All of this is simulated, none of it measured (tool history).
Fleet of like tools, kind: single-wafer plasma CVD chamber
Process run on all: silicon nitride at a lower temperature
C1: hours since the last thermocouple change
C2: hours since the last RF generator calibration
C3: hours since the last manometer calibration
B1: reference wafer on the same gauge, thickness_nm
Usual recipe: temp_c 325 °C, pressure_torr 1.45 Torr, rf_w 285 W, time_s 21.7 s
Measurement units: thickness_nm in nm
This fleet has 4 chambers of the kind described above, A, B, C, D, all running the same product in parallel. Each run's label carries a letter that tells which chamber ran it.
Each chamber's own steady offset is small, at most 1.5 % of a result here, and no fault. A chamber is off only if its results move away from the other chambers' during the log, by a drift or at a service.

run 1D hour=8.8 | temp_c=325 pressure_torr=1.45 rf_w=285 time_s=21.7 | C1=1200.9 C2=224.7 C3=1919.9 | B1=20.498 | thickness_nm=24.067
run 2C hour=15.5 | temp_c=325 pressure_torr=1.45 rf_w=285 time_s=21.7 | C1=502.7 C2=884.7 C3=668.9 | B1=20.5 | thickness_nm=24.381
run 3B hour=20.4 | temp_c=325 pressure_torr=1.45 rf_w=285 time_s=21.7 | C1=1126.7 C2=897.7 C3=2075 | B1=20.501 | thickness_nm=23.83
run 4A hour=26 | temp_c=325 pressure_torr=1.45 rf_w=285 time_s=21.7 | C1=1006.7 C2=1381.4 C3=255.6 | B1=20.488 | thickness_nm=24.071
run 5B hour=30.5 | temp_c=331 pressure_torr=1.25 rf_w=285 time_s=21.7 | C1=1136.8 C2=907.8 C3=2085.1 | B1=20.505 | thickness_nm=22.967
-- hour=37.5 chamber A: RF generator calibrated
run 6A hour=40.8 | temp_c=331 pressure_torr=1.25 rf_w=285 time_s=21.7 | C1=1021.5 C2=3.3 C3=270.4 | B1=20.495 | thickness_nm=23.251
run 7C hour=51.4 | temp_c=331 pressure_torr=1.25 rf_w=285 time_s=21.7 | C1=538.6 C2=920.6 C3=704.8 | B1=20.495 | thickness_nm=23.263
run 8D hour=56.5 | temp_c=331 pressure_torr=1.25 rf_w=285 time_s=21.7 | C1=1248.6 C2=272.4 C3=1967.6 | B1=20.49 | thickness_nm=22.958
run 9A hour=65.3 | temp_c=325 pressure_torr=1.65 rf_w=285 time_s=21.7 | C1=1046 C2=27.8 C3=294.9 | B1=20.497 | thickness_nm=25.319
run 10C hour=71.9 | temp_c=325 pressure_torr=1.65 rf_w=285 time_s=21.7 | C1=559.1 C2=941.1 C3=725.3 | B1=20.5 | thickness_nm=25.412
run 11D hour=81.2 | temp_c=325 pressure_torr=1.65 rf_w=285 time_s=21.7 | C1=1273.3 C2=297.1 C3=1992.3 | B1=20.504 | thickness_nm=24.903
run 12B hour=88.5 | temp_c=325 pressure_torr=1.65 rf_w=285 time_s=21.7 | C1=1194.8 C2=965.8 C3=2143.1 | B1=20.493 | thickness_nm=24.741
run 13A hour=96.9 | temp_c=325 pressure_torr=1.45 rf_w=285 time_s=21.7 | C1=1077.6 C2=59.4 C3=326.5 | B1=20.507 | thickness_nm=24.323
run 14B hour=104.3 | temp_c=325 pressure_torr=1.45 rf_w=285 time_s=21.7 | C1=1210.6 C2=981.6 C3=2158.9 | B1=20.513 | thickness_nm=24.011
run 15C hour=114.5 | temp_c=325 pressure_torr=1.45 rf_w=285 time_s=21.7 | C1=601.7 C2=983.7 C3=767.9 | B1=20.498 | thickness_nm=24.457
run 16D hour=119.5 | temp_c=325 pressure_torr=1.45 rf_w=285 time_s=18.9 | C1=1311.6 C2=335.4 C3=2030.6 | B1=20.503 | thickness_nm=20.947
run 17A hour=129.6 | temp_c=325 pressure_torr=1.45 rf_w=285 time_s=18.9 | C1=1110.3 C2=92.1 C3=359.2 | B1=20.503 | thickness_nm=21.255
run 18B hour=135 | temp_c=325 pressure_torr=1.45 rf_w=285 time_s=18.9 | C1=1241.3 C2=1012.3 C3=2189.6 | B1=20.498 | thickness_nm=20.849
-- hour=136 chamber B: RF generator calibrated
run 19C hour=143.2 | temp_c=325 pressure_torr=1.45 rf_w=285 time_s=18.9 | C1=630.4 C2=1012.4 C3=796.6 | B1=20.494 | thickness_nm=21.194
run 20D hour=148.9 | temp_c=325 pressure_torr=1.45 rf_w=320 time_s=21.7 | C1=1341 C2=364.8 C3=2060 | B1=20.502 | thickness_nm=25.903
run 21A hour=155 | temp_c=325 pressure_torr=1.45 rf_w=320 time_s=21.7 | C1=1135.7 C2=117.5 C3=384.6 | B1=20.493 | thickness_nm=26.29
run 22B hour=163.6 | temp_c=325 pressure_torr=1.45 rf_w=320 time_s=21.7 | C1=1269.9 C2=27.6 C3=2218.2 | B1=20.493 | thickness_nm=25.84
run 23C hour=171.7 | temp_c=325 pressure_torr=1.45 rf_w=320 time_s=21.7 | C1=658.9 C2=1040.9 C3=825.1 | B1=20.495 | thickness_nm=26.369
run 24D hour=181.4 | temp_c=325 pressure_torr=1.45 rf_w=285 time_s=21.7 | C1=1373.5 C2=397.3 C3=2092.5 | B1=20.494 | thickness_nm=23.778
run 25B hour=191.7 | temp_c=325 pressure_torr=1.45 rf_w=255 time_s=21.7 | C1=1298 C2=55.7 C3=2246.3 | B1=20.501 | thickness_nm=22.218
run 26D hour=199.1 | temp_c=325 pressure_torr=1.45 rf_w=255 time_s=21.7 | C1=1391.2 C2=415 C3=2110.2 | B1=20.507 | thickness_nm=22.237
run 27C hour=206.6 | temp_c=325 pressure_torr=1.45 rf_w=255 time_s=21.7 | C1=693.8 C2=1075.8 C3=860 | B1=20.492 | thickness_nm=22.577
run 28A hour=213.3 | temp_c=325 pressure_torr=1.45 rf_w=255 time_s=21.7 | C1=1194 C2=175.8 C3=442.9 | B1=20.503 | thickness_nm=22.529
run 29A hour=219 | temp_c=325 pressure_torr=1.45 rf_w=285 time_s=21.7 | C1=1199.7 C2=181.5 C3=448.6 | B1=20.496 | thickness_nm=24.266
run 30C hour=225.3 | temp_c=325 pressure_torr=1.45 rf_w=285 time_s=21.7 | C1=712.5 C2=1094.5 C3=878.7 | B1=20.493 | thickness_nm=24.457
run 31B hour=232.4 | temp_c=325 pressure_torr=1.45 rf_w=320 time_s=23.3 | C1=1338.7 C2=96.4 C3=2287 | B1=20.503 | thickness_nm=27.601
run 32D hour=240.1 | temp_c=325 pressure_torr=1.45 rf_w=320 time_s=23.3 | C1=1432.2 C2=456 C3=2151.2 | B1=20.491 | thickness_nm=27.702
run 33C hour=244.8 | temp_c=325 pressure_torr=1.45 rf_w=320 time_s=23.3 | C1=732 C2=1114 C3=898.2 | B1=20.498 | thickness_nm=28.27
run 34D hour=254.1 | temp_c=325 pressure_torr=1.45 rf_w=320 time_s=23.3 | C1=1446.2 C2=470 C3=2165.2 | B1=20.51 | thickness_nm=27.544
run 35A hour=261.9 | temp_c=325 pressure_torr=1.45 rf_w=285 time_s=21.7 | C1=1242.6 C2=224.4 C3=491.5 | B1=20.507 | thickness_nm=24.233
run 36B hour=270.3 | temp_c=325 pressure_torr=1.45 rf_w=285 time_s=21.7 | C1=1376.6 C2=134.3 C3=2324.9 | B1=20.487 | thickness_nm=23.947
run 37C hour=278.9 | temp_c=325 pressure_torr=1.45 rf_w=285 time_s=21.7 | C1=766.1 C2=1148.1 C3=932.3 | B1=20.506 | thickness_nm=24.335
run 38D hour=286.8 | temp_c=325 pressure_torr=1.45 rf_w=285 time_s=21.7 | C1=1478.9 C2=502.7 C3=2197.9 | B1=20.512 | thickness_nm=23.711
run 39A hour=294.9 | temp_c=325 pressure_torr=1.45 rf_w=285 time_s=21.7 | C1=1275.6 C2=257.4 C3=524.5 | B1=20.507 | thickness_nm=24.311
run 40B hour=304.7 | temp_c=325 pressure_torr=1.45 rf_w=285 time_s=21.7 | C1=1411 C2=168.7 C3=2359.3 | B1=20.5 | thickness_nm=23.973
run 41B hour=310.2 | temp_c=325 pressure_torr=1.45 rf_w=285 time_s=21.7 | C1=1416.5 C2=174.2 C3=2364.8 | B1=20.506 | thickness_nm=23.917

Does one chamber stand apart from the rest, does the shared gauge drift, or is all well apart from small per-chamber offsets? Give the chamber and the most likely cause, where there is one.

It is chamber D that slowly wanders off from its peers.
Likeliest cause: true pressure below the setpoint (%) = 5.73.
It could be hard to tell apart here from: delivered RF power below the setpoint (%).

Below are 4 candidate recipes for chamber D's next run, each the usual settings with a change, their results shown as question marks. Which of them brings D's results back in line with what the other chambers give on the usual settings?
Allowed miss from the other chambers' usual-settings mean, per result, to count as in line: thickness_nm 0.26 nm
run 42D-1 hour=317.8 | temp_c=325 pressure_torr=1.45 rf_w=285 time_s=21.6 | thickness_nm=?
run 42D-2 hour=317.8 | temp_c=325 pressure_torr=1.45 rf_w=285 time_s=21.2 | thickness_nm=?
run 42D-3 hour=317.8 | temp_c=325 pressure_torr=1.45 rf_w=285 time_s=21.8 | thickness_nm=?
run 42D-4 hour=317.8 | temp_c=325 pressure_torr=1.46 rf_w=290 time_s=22 | thickness_nm=?

Other chambers, usual settings, mean: thickness_nm 24.228 nm
run=42D-1 thickness_nm=23.513
run=42D-2 thickness_nm=23.078
run=42D-3 thickness_nm=23.73
run=42D-4 thickness_nm=24.277
42D-4 brings the chamber back in line.
